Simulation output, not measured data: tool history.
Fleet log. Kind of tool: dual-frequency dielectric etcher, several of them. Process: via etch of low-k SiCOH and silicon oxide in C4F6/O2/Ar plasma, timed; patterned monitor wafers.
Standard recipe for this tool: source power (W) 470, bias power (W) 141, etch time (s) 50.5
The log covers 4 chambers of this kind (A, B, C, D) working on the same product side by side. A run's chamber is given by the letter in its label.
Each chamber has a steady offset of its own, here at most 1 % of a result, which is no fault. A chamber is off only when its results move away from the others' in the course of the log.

run,hour,source power (W),bias power (W),etch time (s),"read-back reference wafer on the same gauge, depth_nm",mean etch depth across the wafer (nm)
1B,6.3,470,141,50.5,146.99,129.97
2A,12.1,470,141,50.5,146.97,129.28
# hour 19.6: chamber B: wet clean of the chamber
3C,22.2,470,141,50.5,147.09,129.96
# hour 27.8: chamber C: wet clean of the chamber
4D,33.4,470,141,50.5,147.11,130.26
5D,42.8,470,141,50.5,147.12,130.54
6A,54.9,470,141,50.5,147.14,129.22
7C,60.7,470,141,50.5,147.18,130.28
8B,73.1,470,141,50.5,147.27,129.91
9A,78.6,470,141,50.5,147.30,129.32
10C,84.2,470,141,50.5,147.24,130.24
11B,92.1,470,141,50.5,147.27,130.02
12D,102.3,470,141,50.5,147.33,130.32
13D,112.8,470,141,50.5,147.41,130.68
# hour 124.0: chamber A: source power generator calibrated
14B,124.9,470,141,50.5,147.41,129.99
15C,134.8,470,141,50.5,147.46,130.36
16A,145.0,470,141,50.5,147.42,129.59
17D,154.7,470,141,50.5,147.50,130.80
18C,161.9,470,141,50.5,147.50,130.28
19A,172.5,470,141,50.5,147.56,129.47
# hour 179.2: chamber C: bias power generator calibrated
20B,180.4,470,141,50.5,147.59,130.38
21C,191.2,470,141,50.5,147.61,130.42
# hour 196.4: chamber D: wet clean of the chamber
22D,201.7,470,141,50.5,147.63,130.58
23B,208.3,470,141,50.5,147.68,130.22
24A,218.1,470,141,50.5,147.69,129.62
25B,227.7,430,141,50.5,147.73,125.96
26C,233.1,430,141,50.5,147.70,126.15
27D,241.0,430,141,50.5,147.77,126.86
28A,247.7,430,141,50.5,147.78,125.36
29B,255.5,470,141,50.5,147.85,130.37

Is one chamber out of step, is the gauge drifting, or do the chambers differ by no more than their own small offsets? For an off chamber, give its letter and the likeliest cause.

None of the chambers is off. What moves is the gauge, dragging all their readings along together.
Most likely cause: gauge reads high (%) = 0.574.

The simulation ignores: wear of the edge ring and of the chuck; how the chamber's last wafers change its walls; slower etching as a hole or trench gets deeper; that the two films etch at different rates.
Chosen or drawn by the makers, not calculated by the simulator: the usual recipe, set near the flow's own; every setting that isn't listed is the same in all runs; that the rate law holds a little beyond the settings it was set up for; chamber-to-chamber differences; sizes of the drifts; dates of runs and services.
